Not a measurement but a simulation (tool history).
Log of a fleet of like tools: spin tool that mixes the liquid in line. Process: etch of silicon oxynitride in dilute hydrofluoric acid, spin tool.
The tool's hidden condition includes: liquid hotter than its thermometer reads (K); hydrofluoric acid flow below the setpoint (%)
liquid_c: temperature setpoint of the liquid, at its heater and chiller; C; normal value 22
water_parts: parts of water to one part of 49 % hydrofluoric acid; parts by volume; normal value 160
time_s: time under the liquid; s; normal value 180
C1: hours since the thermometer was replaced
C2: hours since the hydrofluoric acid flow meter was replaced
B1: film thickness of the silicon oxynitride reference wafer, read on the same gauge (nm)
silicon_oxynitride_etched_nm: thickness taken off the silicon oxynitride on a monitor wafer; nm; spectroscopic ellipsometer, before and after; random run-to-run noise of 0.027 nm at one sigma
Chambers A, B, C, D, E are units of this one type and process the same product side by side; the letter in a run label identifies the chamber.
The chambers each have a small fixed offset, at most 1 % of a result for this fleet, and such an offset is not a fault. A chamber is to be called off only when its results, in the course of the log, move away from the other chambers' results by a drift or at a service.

{"run": "1D", "hour": 4.9, "liquid_c": 22, "water_parts": 160, "time_s": 180, "C1": 372.6, "C2": 2290.7, "B1": 139.98, "silicon_oxynitride_etched_nm": 2.7183}
{"run": "2B", "hour": 13.5, "liquid_c": 22, "water_parts": 160, "time_s": 180, "C1": 355.5, "C2": 64.5, "B1": 139.99, "silicon_oxynitride_etched_nm": 2.7598}
{"run": "3C", "hour": 18.0, "liquid_c": 22, "water_parts": 160, "time_s": 180, "C1": 1083.8, "C2": 564.4, "B1": 139.98, "silicon_oxynitride_etched_nm": 2.8}
{"run": "4A", "hour": 26.6, "liquid_c": 22, "water_parts": 160, "time_s": 180, "C1": 670.6, "C2": 497.4, "B1": 140.0, "silicon_oxynitride_etched_nm": 2.705}
{"run": "5E", "hour": 33.4, "liquid_c": 22, "water_parts": 205, "time_s": 135, "C1": 1057.2, "C2": 479.2, "B1": 140.01, "silicon_oxynitride_etched_nm": 1.5698}
{"run": "6A", "hour": 39.9, "liquid_c": 22, "water_parts": 205, "time_s": 135, "C1": 683.9, "C2": 510.7, "B1": 140.01, "silicon_oxynitride_etched_nm": 1.5366}
{"run": "7E", "hour": 48.5, "liquid_c": 22, "water_parts": 205, "time_s": 135, "C1": 1072.3, "C2": 494.3, "B1": 140.04, "silicon_oxynitride_etched_nm": 1.5422}
{"run": "8C", "hour": 54.1, "liquid_c": 22, "water_parts": 205, "time_s": 135, "C1": 1119.9, "C2": 600.5, "B1": 139.99, "silicon_oxynitride_etched_nm": 1.4969}
{"run": "9B", "hour": 61.0, "liquid_c": 22, "water_parts": 205, "time_s": 135, "C1": 403.0, "C2": 112.0, "B1": 140.01, "silicon_oxynitride_etched_nm": 1.5478}
{"run": "10D", "hour": 65.0, "liquid_c": 22, "water_parts": 160, "time_s": 180, "C1": 432.7, "C2": 2350.8, "B1": 140.04, "silicon_oxynitride_etched_nm": 2.6901}
{"run": "11E", "hour": 71.6, "liquid_c": 22, "water_parts": 160, "time_s": 180, "C1": 1095.4, "C2": 517.4, "B1": 139.99, "silicon_oxynitride_etched_nm": 2.756}
{"run": "12D", "hour": 79.8, "liquid_c": 22, "water_parts": 160, "time_s": 180, "C1": 447.5, "C2": 2365.6, "B1": 140.03, "silicon_oxynitride_etched_nm": 2.6661}
{"run": "13A", "hour": 86.0, "liquid_c": 22, "water_parts": 160, "time_s": 180, "C1": 730.0, "C2": 556.8, "B1": 139.98, "silicon_oxynitride_etched_nm": 2.742}
{"run": "14C", "hour": 93.6, "liquid_c": 22, "water_parts": 160, "time_s": 180, "C1": 1159.4, "C2": 640.0, "B1": 139.98, "silicon_oxynitride_etched_nm": 2.5937}
{"hour": 99.4, "done": "chamber D: hydrofluoric acid flow meter replaced"}
{"run": "15B", "hour": 101.2, "liquid_c": 22, "water_parts": 160, "time_s": 180, "C1": 443.2, "C2": 152.2, "B1": 139.98, "silicon_oxynitride_etched_nm": 2.7023}
{"run": "16B", "hour": 105.2, "liquid_c": 22, "water_parts": 160, "time_s": 180, "C1": 447.2, "C2": 156.2, "B1": 139.99, "silicon_oxynitride_etched_nm": 2.6997}
{"run": "17D", "hour": 113.1, "liquid_c": 22, "water_parts": 160, "time_s": 180, "C1": 480.8, "C2": 13.7, "B1": 140.04, "silicon_oxynitride_etched_nm": 2.7225}
{"run": "18E", "hour": 121.2, "liquid_c": 22, "water_parts": 160, "time_s": 180, "C1": 1145.0, "C2": 567.0, "B1": 140.02, "silicon_oxynitride_etched_nm": 2.703}
{"run": "19A", "hour": 128.1, "liquid_c": 22, "water_parts": 160, "time_s": 180, "C1": 772.1, "C2": 598.9, "B1": 139.97, "silicon_oxynitride_etched_nm": 2.6818}
{"run": "20C", "hour": 134.6, "liquid_c": 22, "water_parts": 160, "time_s": 180, "C1": 1200.4, "C2": 681.0, "B1": 140.03, "silicon_oxynitride_etched_nm": 2.5364}
{"run": "21A", "hour": 142.7, "liquid_c": 22, "water_parts": 160, "time_s": 180, "C1": 786.7, "C2": 613.5, "B1": 140.0, "silicon_oxynitride_etched_nm": 2.7098}
{"run": "22C", "hour": 149.3, "liquid_c": 22, "water_parts": 160, "time_s": 180, "C1": 1215.1, "C2": 695.7, "B1": 139.99, "silicon_oxynitride_etched_nm": 2.5456}
{"run": "23D", "hour": 154.9, "liquid_c": 22, "water_parts": 160, "time_s": 180, "C1": 522.6, "C2": 55.5, "B1": 140.0, "silicon_oxynitride_etched_nm": 2.7586}
{"run": "24B", "hour": 159.8, "liquid_c": 22, "water_parts": 205, "time_s": 180, "C1": 501.8, "C2": 210.8, "B1": 139.97, "silicon_oxynitride_etched_nm": 2.0727}
{"run": "25E", "hour": 163.8, "liquid_c": 22, "water_parts": 205, "time_s": 180, "C1": 1187.6, "C2": 609.6, "B1": 140.0, "silicon_oxynitride_etched_nm": 2.0682}
{"run": "26C", "hour": 171.4, "liquid_c": 22, "water_parts": 205, "time_s": 180, "C1": 1237.2, "C2": 717.8, "B1": 139.97, "silicon_oxynitride_etched_nm": 1.8635}
{"run": "27A", "hour": 179.9, "liquid_c": 22, "water_parts": 205, "time_s": 180, "C1": 823.9, "C2": 650.7, "B1": 140.0, "silicon_oxynitride_etched_nm": 2.0688}
{"run": "28E", "hour": 185.5, "liquid_c": 22, "water_parts": 205, "time_s": 180, "C1": 1209.3, "C2": 631.3, "B1": 140.01, "silicon_oxynitride_etched_nm": 2.0709}
{"run": "29D", "hour": 191.0, "liquid_c": 22, "water_parts": 160, "time_s": 180, "C1": 558.7, "C2": 91.6, "B1": 139.98, "silicon_oxynitride_etched_nm": 2.7463}
{"run": "30B", "hour": 197.1, "liquid_c": 22, "water_parts": 160, "time_s": 180, "C1": 539.1, "C2": 248.1, "B1": 140.03, "silicon_oxynitride_etched_nm": 2.707}
{"run": "31D", "hour": 203.8, "liquid_c": 22, "water_parts": 160, "time_s": 180, "C1": 571.5, "C2": 104.4, "B1": 140.03, "silicon_oxynitride_etched_nm": 2.7167}
{"run": "32B", "hour": 209.5, "liquid_c": 22, "water_parts": 160, "time_s": 180, "C1": 551.5, "C2": 260.5, "B1": 140.0, "silicon_oxynitride_etched_nm": 2.7202}
{"run": "33C", "hour": 215.1, "liquid_c": 22, "water_parts": 160, "time_s": 180, "C1": 1280.9, "C2": 761.5, "B1": 139.99, "silicon_oxynitride_etched_nm": 2.4745}
{"run": "34E", "hour": 223.5, "liquid_c": 22, "water_parts": 160, "time_s": 180, "C1": 1247.3, "C2": 669.3, "B1": 139.99, "silicon_oxynitride_etched_nm": 2.7204}
{"run": "35A", "hour": 229.9, "liquid_c": 22, "water_parts": 160, "time_s": 180, "C1": 873.9, "C2": 700.7, "B1": 139.99, "silicon_oxynitride_etched_nm": 2.67}

One chamber off, gauge drift, or nothing amiss beyond the chambers' own small offsets? If it is a chamber, which one, and what is the likeliest cause?

Little by little, chamber C moves away from the other chambers.
Most likely cause: hydrofluoric acid flow below the setpoint (%) = 10.5.
Not necessarily distinguishable in this log from: liquid colder than its thermometer reads (K).

Chamber C could run next with any of the 4 candidate recipes listed below; each alters the usual settings, and their results appear as question marks. Which one brings its results back in line with what the other chambers deliver on the usual settings?
To be in line, a result may differ from the other chambers' mean on the usual settings by at most: silicon_oxynitride_etched_nm 0.0960 nm
{"run": "36C-1", "hour": 236.4, "liquid_c": 22, "water_parts": 150, "time_s": 190, "silicon_oxynitride_etched_nm": "?"}
{"run": "36C-2", "hour": 236.4, "liquid_c": 22, "water_parts": 165, "time_s": 180, "silicon_oxynitride_etched_nm": "?"}
{"run": "36C-3", "hour": 236.4, "liquid_c": 22, "water_parts": 175, "time_s": 180, "silicon_oxynitride_etched_nm": "?"}
{"run": "36C-4", "hour": 236.4, "liquid_c": 23, "water_parts": 160, "time_s": 180, "silicon_oxynitride_etched_nm": "?"}

The mean the other chambers reach with the usual settings: silicon_oxynitride_etched_nm 2.7309 nm
run=36C-1 silicon_oxynitride_etched_nm=2.7693
run=36C-2 silicon_oxynitride_etched_nm=2.3526
run=36C-3 silicon_oxynitride_etched_nm=2.1985
run=36C-4 silicon_oxynitride_etched_nm=2.5511
It is 36C-1 that realigns the chamber with its peers.
